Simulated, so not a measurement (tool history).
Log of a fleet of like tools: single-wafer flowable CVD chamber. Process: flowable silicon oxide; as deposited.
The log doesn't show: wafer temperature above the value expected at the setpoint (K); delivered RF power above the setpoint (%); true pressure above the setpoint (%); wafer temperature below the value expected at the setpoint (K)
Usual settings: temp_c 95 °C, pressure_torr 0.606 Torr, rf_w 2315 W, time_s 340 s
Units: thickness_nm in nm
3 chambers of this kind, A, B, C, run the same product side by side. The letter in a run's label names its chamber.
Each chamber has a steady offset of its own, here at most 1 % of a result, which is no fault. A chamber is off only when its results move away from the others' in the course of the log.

| run | hour | temp_c | pressure_torr | rf_w | time_s | hours since the last thermocouple change | hours since the last RF generator calibration | hours since the last manometer calibration | read-back reference wafer on the same gauge, thickness_nm | thickness_nm |
|---|---|---|---|---|---|---|---|---|---|---|
| 1B | 13.3 | 95 | 0.606 | 2315 | 340 | 1147.9 | 416.7 | 764.1 | 155.99 | 172.60 |
| 2A | 25.5 | 95 | 0.606 | 2315 | 340 | 1317.4 | 1897.7 | 2131.2 | 156.05 | 173.68 |
| 3C | 38.0 | 95 | 0.606 | 2315 | 340 | 1191.4 | 384.4 | 1454.9 | 155.95 | 172.24 |
| 4B | 48.3 | 95 | 0.606 | 2315 | 340 | 1182.9 | 451.7 | 799.1 | 155.97 | 172.83 |
| 5A | 60.3 | 95 | 0.707 | 2155 | 340 | 1352.2 | 1932.5 | 2166.0 | 155.92 | 211.77 |
| 6C | 72.5 | 95 | 0.707 | 2155 | 340 | 1225.9 | 418.9 | 1489.4 | 155.97 | 209.19 |
| 7C | 85.3 | 95 | 0.707 | 2155 | 340 | 1238.7 | 431.7 | 1502.2 | 155.97 | 209.65 |
| 8B | 96.4 | 95 | 0.606 | 2315 | 340 | 1231.0 | 499.8 | 847.2 | 155.94 | 173.22 |
| 9A | 111.4 | 95 | 0.606 | 2315 | 340 | 1403.3 | 1983.6 | 2217.1 | 156.00 | 173.55 |
| 10C | 121.0 | 95 | 0.606 | 2315 | 340 | 1274.4 | 467.4 | 1537.9 | 155.98 | 171.61 |
|  | 127.6 | chamber A: thermocouple changed; heater temperature recalibrated |
| 11B | 133.8 | 95 | 0.606 | 2315 | 340 | 1268.4 | 537.2 | 884.6 | 156.00 | 172.76 |
| 12A | 142.2 | 95 | 0.606 | 2315 | 340 | 14.6 | 2014.4 | 2247.9 | 155.98 | 174.24 |
| 13A | 153.6 | 95 | 0.606 | 2315 | 340 | 26.0 | 2025.8 | 2259.3 | 156.03 | 173.71 |
| 14B | 164.7 | 95 | 0.606 | 2315 | 340 | 1299.3 | 568.1 | 915.5 | 155.99 | 172.36 |
| 15C | 176.0 | 95 | 0.606 | 2315 | 340 | 1329.4 | 522.4 | 1592.9 | 156.00 | 171.68 |
| 16C | 189.9 | 95 | 0.606 | 2315 | 340 | 1343.3 | 536.3 | 1606.8 | 155.99 | 171.85 |
| 17B | 202.5 | 101 | 0.606 | 2050 | 340 | 1337.1 | 605.9 | 953.3 | 156.01 | 139.58 |
| 18A | 210.9 | 101 | 0.606 | 2050 | 340 | 83.3 | 2083.1 | 2316.6 | 156.02 | 139.70 |
| 19C | 225.4 | 101 | 0.606 | 2050 | 340 | 1378.8 | 571.8 | 1642.3 | 156.03 | 138.00 |
| 20B | 237.2 | 95 | 0.606 | 2315 | 340 | 1371.8 | 640.6 | 988.0 | 155.87 | 173.07 |
| 21A | 248.6 | 95 | 0.606 | 2315 | 340 | 121.0 | 2120.8 | 2354.3 | 155.90 | 172.90 |
|  | 256.8 | chamber C: capacitance manometer re-zeroed and calibrated |
| 22C | 257.1 | 95 | 0.606 | 2315 | 340 | 1410.5 | 603.5 | 0.4 | 156.11 | 171.11 |
| 23A | 271.9 | 95 | 0.606 | 2315 | 340 | 144.3 | 2144.1 | 2377.6 | 155.98 | 172.80 |
| 24B | 281.7 | 95 | 0.606 | 2315 | 340 | 1416.3 | 685.1 | 1032.5 | 155.97 | 172.65 |
| 25C | 292.1 | 95 | 0.606 | 2315 | 340 | 1445.5 | 638.5 | 35.4 | 155.92 | 171.28 |
| 26A | 304.2 | 95 | 0.606 | 2315 | 340 | 176.6 | 2176.4 | 2409.9 | 156.06 | 173.48 |
| 27B | 313.2 | 95 | 0.606 | 2315 | 340 | 1447.8 | 716.6 | 1064.0 | 155.99 | 172.58 |
| 28B | 326.5 | 95 | 0.606 | 2315 | 340 | 1461.1 | 729.9 | 1077.3 | 155.93 | 173.16 |
| 29C | 334.1 | 95 | 0.606 | 2315 | 361 | 1487.5 | 680.5 | 77.4 | 156.01 | 183.41 |
| 30A | 345.9 | 95 | 0.606 | 2315 | 361 | 218.3 | 2218.1 | 2451.6 | 156.00 | 183.93 |
| 31C | 353.7 | 95 | 0.606 | 2315 | 361 | 1507.1 | 700.1 | 97.0 | 155.98 | 182.11 |
| 32A | 360.9 | 95 | 0.606 | 2315 | 340 | 233.3 | 2233.1 | 2466.6 | 155.96 | 172.59 |
| 33B | 370.2 | 95 | 0.606 | 2315 | 340 | 1504.8 | 773.6 | 1121.0 | 156.03 | 172.47 |
| 34C | 377.2 | 95 | 0.606 | 2315 | 340 | 1530.6 | 723.6 | 120.5 | 156.02 | 171.55 |
| 35A | 392.0 | 84 | 0.606 | 2695 | 340 | 264.4 | 2264.2 | 2497.7 | 155.99 | 248.25 |
| 36B | 402.3 | 84 | 0.606 | 2695 | 340 | 1536.9 | 805.7 | 1153.1 | 155.91 | 247.52 |
| 37B | 410.1 | 84 | 0.606 | 2695 | 340 | 1544.7 | 813.5 | 1160.9 | 156.05 | 249.52 |
| 38C | 423.9 | 95 | 0.606 | 2315 | 340 | 1577.3 | 770.3 | 167.2 | 156.00 | 171.72 |
| 39A | 438.8 | 95 | 0.606 | 2315 | 340 | 311.2 | 2311.0 | 2544.5 | 156.06 | 172.64 |
| 40B | 452.0 | 95 | 0.606 | 2315 | 340 | 1586.6 | 855.4 | 1202.8 | 155.89 | 172.86 |

All 3 chambers run these settings next. Forecast each chamber's results:
| 41A | 462.7 | 95 | 0.606 | 2315 | 340 |  |  |  |  | ? |
| 41B | 462.7 | 95 | 0.606 | 2315 | 340 |  |  |  |  | ? |
| 41C | 462.7 | 95 | 0.606 | 2315 | 340 |  |  |  |  | ? |

| run | thickness_nm |
|---|---|
| 41A | 173.28 |
| 41B | 172.84 |
| 41C | 171.51 |

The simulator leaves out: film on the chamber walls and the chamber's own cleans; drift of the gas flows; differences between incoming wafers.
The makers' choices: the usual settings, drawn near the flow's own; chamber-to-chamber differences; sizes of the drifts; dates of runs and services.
